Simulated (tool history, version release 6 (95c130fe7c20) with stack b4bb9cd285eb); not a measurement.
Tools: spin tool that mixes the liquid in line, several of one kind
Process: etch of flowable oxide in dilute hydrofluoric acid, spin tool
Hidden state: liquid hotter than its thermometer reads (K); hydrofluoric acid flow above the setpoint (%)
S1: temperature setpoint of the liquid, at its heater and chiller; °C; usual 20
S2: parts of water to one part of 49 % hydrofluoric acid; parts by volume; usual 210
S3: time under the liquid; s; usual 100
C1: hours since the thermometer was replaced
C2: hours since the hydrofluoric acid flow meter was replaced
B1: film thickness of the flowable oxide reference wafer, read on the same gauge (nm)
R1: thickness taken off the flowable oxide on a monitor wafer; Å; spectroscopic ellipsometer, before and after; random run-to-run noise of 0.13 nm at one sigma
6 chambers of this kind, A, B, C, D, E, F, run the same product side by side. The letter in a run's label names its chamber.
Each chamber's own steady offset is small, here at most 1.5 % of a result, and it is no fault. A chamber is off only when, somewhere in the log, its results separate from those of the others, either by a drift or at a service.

run	hour	S1	S2	S3	C1	C2	B1	R1
1B	4.9	20	210	100	270.1	399.3	29.973	151.41
2F	12	20	210	100	1751.7	2019.5	30.009	149.5
3C	17	20	210	100	625.6	245.3	30.007	149.86
4A	25.1	20	210	100	1311.4	1588.5	30.007	151.14
5E	29.9	20	210	100	76.3	2083.8	30.035	147.99
6D	35.2	20	210	100	92.4	725.3	29.999	148.09
7F	40.5	20	210	100	1780.2	2048	29.973	151.15
# hour 45.4: chamber F: hydrofluoric acid flow meter replaced
8E	48.5	20	210	100	94.9	2102.4	30.024	148.55
9D	55.6	20	210	100	112.8	745.7	29.988	149.61
10B	60.6	20	210	100	325.8	455	30.013	151.12
11A	66.6	20	210	100	1352.9	1630	29.965	152.17
# hour 66.8: chamber C: thermometer replaced
12C	73.4	20	210	100	6.6	301.7	30.036	151.28
13D	81.5	20	210	100	138.7	771.6	30.045	149.73
14B	88.9	24.5	210	135	354.1	483.3	30.058	241.31
15F	94.9	24.5	210	135	1834.6	49.6	29.996	238.45
16C	102.6	24.5	210	135	35.8	330.9	29.968	241.63
17A	109.7	24.5	210	135	1396	1673.1	30.024	241.82
18E	116.5	24.5	210	135	162.9	2170.4	29.969	238.62
19E	122.1	24.5	210	135	168.5	2176	29.994	235.75
20D	130.3	20	210	100	187.5	820.4	30.015	148.36
21A	134.9	20	210	100	1421.2	1698.3	29.989	149.6
22C	140	20	210	100	73.2	368.3	29.992	150.99
23F	143.8	20	210	100	1883.5	98.5	30.011	151.56
24B	151.1	20	210	100	416.3	545.5	30.019	154.9
25C	157.3	20	210	100	90.5	385.6	29.981	149.83
26B	161.5	20	210	100	426.7	555.9	30.035	154.61
27E	166.3	20	210	100	212.7	2220.2	29.993	150.25
28F	174.5	20	210	100	1914.2	129.2	29.977	151.88
29D	179.4	20	210	100	236.6	869.5	29.984	147.62
30A	183.7	20	210	100	1470	1747.1	29.956	149.9
31E	189.4	20	210	100	235.8	2243.3	29.97	148.37
32A	197.6	20	165	100	1483.9	1761	30	201.07
33F	205	20	165	100	1944.7	159.7	29.973	200.16
34D	210.5	20	165	100	267.7	900.6	29.997	195.99
35C	217.1	20	165	100	150.3	445.4	29.975	203.31
36B	221.2	20	165	100	486.4	615.6	29.967	216.1
37A	226.9	20	165	100	1513.2	1790.3	29.974	202.38
# hour 227.7: chamber E: hydrofluoric acid flow meter replaced
38F	231.6	20	210	100	1971.3	186.3	29.991	150.43
39E	237.4	20	210	50	283.8	9.8	29.969	74.428
40B	244.4	20	210	50	509.6	638.8	29.997	81.299
41D	250.3	20	210	50	307.5	940.4	29.993	74.678

Does one chamber stand apart from the rest, does the shared gauge drift, or is all well apart from small per-chamber offsets? Give the chamber and the most likely cause, where there is one.

Little by little, chamber B moves away from the other chambers.
What lies behind it: hydrofluoric acid flow above the setpoint (%) = 6.33.
From this log alone, it may not be told apart from: liquid hotter than its thermometer reads (K).

Chamber B could run next with any of the 4 candidate recipes listed below; each alters the usual settings, and their results appear as question marks. Which one brings its results back in line with what the other chambers deliver on the usual settings?
In line here means within this much of the mean the other chambers give on the usual settings: R1 4.4 Å
42B-1	256.5	20	205	100				?
42B-2	256.5	20	215	95				?
42B-3	256.5	20	205	105				?
42B-4	256.5	20	215	100				?

The other chambers' mean on the usual settings: R1 149.47 Å
run	R1
42B-1	166.68
42B-2	149.46
42B-3	175.02
42B-4	157.32
42B-2 puts the chamber back in line with the other chambers.

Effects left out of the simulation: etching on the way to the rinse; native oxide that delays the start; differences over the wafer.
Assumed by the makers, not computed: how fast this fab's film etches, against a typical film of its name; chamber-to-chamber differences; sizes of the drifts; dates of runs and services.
